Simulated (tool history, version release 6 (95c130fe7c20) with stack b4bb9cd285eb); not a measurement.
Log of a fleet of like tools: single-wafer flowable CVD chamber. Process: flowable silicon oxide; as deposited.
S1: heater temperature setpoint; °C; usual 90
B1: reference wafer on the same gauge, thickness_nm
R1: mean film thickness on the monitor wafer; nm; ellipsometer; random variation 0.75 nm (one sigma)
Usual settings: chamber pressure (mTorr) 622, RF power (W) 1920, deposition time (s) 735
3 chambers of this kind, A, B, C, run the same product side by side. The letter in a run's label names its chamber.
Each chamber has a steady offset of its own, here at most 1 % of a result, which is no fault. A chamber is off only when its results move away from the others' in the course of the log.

{"run": "1A", "hour": 5.5, "S1": 90, "chamber pressure (mTorr)": 622, "RF power (W)": 1920, "deposition time (s)": 735, "B1": 491.9, "R1": 442.51}
{"run": "2B", "hour": 9.6, "S1": 90, "chamber pressure (mTorr)": 622, "RF power (W)": 1920, "deposition time (s)": 735, "B1": 491.67, "R1": 441.46}
{"run": "3C", "hour": 13.6, "S1": 90, "chamber pressure (mTorr)": 622, "RF power (W)": 1920, "deposition time (s)": 735, "B1": 491.73, "R1": 440.76}
{"run": "4A", "hour": 17.8, "S1": 90, "chamber pressure (mTorr)": 622, "RF power (W)": 1920, "deposition time (s)": 735, "B1": 491.73, "R1": 441.97}
{"run": "5C", "hour": 21.8, "S1": 90, "chamber pressure (mTorr)": 622, "RF power (W)": 1920, "deposition time (s)": 735, "B1": 491.42, "R1": 440.3}
{"run": "6B", "hour": 26.6, "S1": 90, "chamber pressure (mTorr)": 622, "RF power (W)": 1920, "deposition time (s)": 735, "B1": 491.37, "R1": 441.71}
{"run": "7B", "hour": 31.0, "S1": 90, "chamber pressure (mTorr)": 622, "RF power (W)": 1920, "deposition time (s)": 735, "B1": 491.23, "R1": 442.44}
{"run": "8C", "hour": 35.5, "S1": 90, "chamber pressure (mTorr)": 622, "RF power (W)": 1920, "deposition time (s)": 735, "B1": 491.48, "R1": 439.41}
{"run": "9A", "hour": 39.7, "S1": 90, "chamber pressure (mTorr)": 622, "RF power (W)": 1920, "deposition time (s)": 735, "B1": 491.09, "R1": 442.56}
{"run": "10C", "hour": 43.3, "S1": 90, "chamber pressure (mTorr)": 622, "RF power (W)": 1920, "deposition time (s)": 735, "B1": 491.27, "R1": 439.31}
{"run": "11B", "hour": 48.4, "S1": 90, "chamber pressure (mTorr)": 622, "RF power (W)": 1920, "deposition time (s)": 735, "B1": 490.87, "R1": 440.52}
{"run": "12A", "hour": 53.5, "S1": 90, "chamber pressure (mTorr)": 622, "RF power (W)": 1920, "deposition time (s)": 735, "B1": 490.76, "R1": 442.96}
{"run": "13C", "hour": 58.0, "S1": 81, "chamber pressure (mTorr)": 622, "RF power (W)": 1715, "deposition time (s)": 735, "B1": 490.52, "R1": 556.49}
{"run": "14B", "hour": 63.6, "S1": 81, "chamber pressure (mTorr)": 622, "RF power (W)": 1715, "deposition time (s)": 735, "B1": 490.51, "R1": 561.06}
{"run": "15A", "hour": 68.5, "S1": 81, "chamber pressure (mTorr)": 622, "RF power (W)": 1715, "deposition time (s)": 735, "B1": 490.65, "R1": 562.12}
{"run": "16A", "hour": 72.2, "S1": 90, "chamber pressure (mTorr)": 622, "RF power (W)": 1920, "deposition time (s)": 870, "B1": 490.54, "R1": 522.05}
{"run": "17C", "hour": 77.7, "S1": 90, "chamber pressure (mTorr)": 622, "RF power (W)": 1920, "deposition time (s)": 870, "B1": 490.39, "R1": 519.08}
{"run": "18B", "hour": 84.1, "S1": 90, "chamber pressure (mTorr)": 622, "RF power (W)": 1920, "deposition time (s)": 870, "B1": 490.14, "R1": 522.68}
{"hour": 90.6, "done": "chamber B: capacitance manometer re-zeroed and calibrated"}
{"run": "19A", "hour": 90.6, "S1": 90, "chamber pressure (mTorr)": 622, "RF power (W)": 1920, "deposition time (s)": 735, "B1": 489.78, "R1": 440.33}
{"run": "20B", "hour": 97.0, "S1": 90, "chamber pressure (mTorr)": 622, "RF power (W)": 1920, "deposition time (s)": 735, "B1": 489.83, "R1": 439.54}
{"run": "21C", "hour": 103.3, "S1": 90, "chamber pressure (mTorr)": 622, "RF power (W)": 1920, "deposition time (s)": 735, "B1": 489.51, "R1": 438.87}
{"run": "22C", "hour": 108.5, "S1": 90, "chamber pressure (mTorr)": 622, "RF power (W)": 1920, "deposition time (s)": 735, "B1": 489.61, "R1": 437.53}
{"run": "23B", "hour": 114.1, "S1": 90, "chamber pressure (mTorr)": 622, "RF power (W)": 1920, "deposition time (s)": 735, "B1": 489.38, "R1": 440.47}
{"run": "24A", "hour": 118.3, "S1": 90, "chamber pressure (mTorr)": 622, "RF power (W)": 1920, "deposition time (s)": 735, "B1": 489.31, "R1": 439.46}
{"run": "25C", "hour": 124.5, "S1": 90, "chamber pressure (mTorr)": 622, "RF power (W)": 1920, "deposition time (s)": 735, "B1": 489.19, "R1": 437.02}
{"run": "26A", "hour": 129.1, "S1": 90, "chamber pressure (mTorr)": 622, "RF power (W)": 1920, "deposition time (s)": 735, "B1": 489.08, "R1": 441.15}
{"run": "27B", "hour": 133.4, "S1": 90, "chamber pressure (mTorr)": 622, "RF power (W)": 1920, "deposition time (s)": 735, "B1": 489.07, "R1": 440.6}
{"run": "28C", "hour": 136.6, "S1": 90, "chamber pressure (mTorr)": 622, "RF power (W)": 1920, "deposition time (s)": 735, "B1": 488.82, "R1": 438.11}
{"run": "29B", "hour": 142.1, "S1": 90, "chamber pressure (mTorr)": 622, "RF power (W)": 1920, "deposition time (s)": 735, "B1": 488.81, "R1": 440.88}
{"run": "30A", "hour": 147.2, "S1": 90, "chamber pressure (mTorr)": 622, "RF power (W)": 1920, "deposition time (s)": 735, "B1": 488.66, "R1": 438.67}

What goes on in this fleet: one chamber off, a drifting gauge, or nothing beyond the chambers' own small offsets? Name the chamber and the cause, if any.

The gauge drifts, so all chambers seem to drift together. No chamber is off.
Cause: gauge reads low (%) = 0.702.
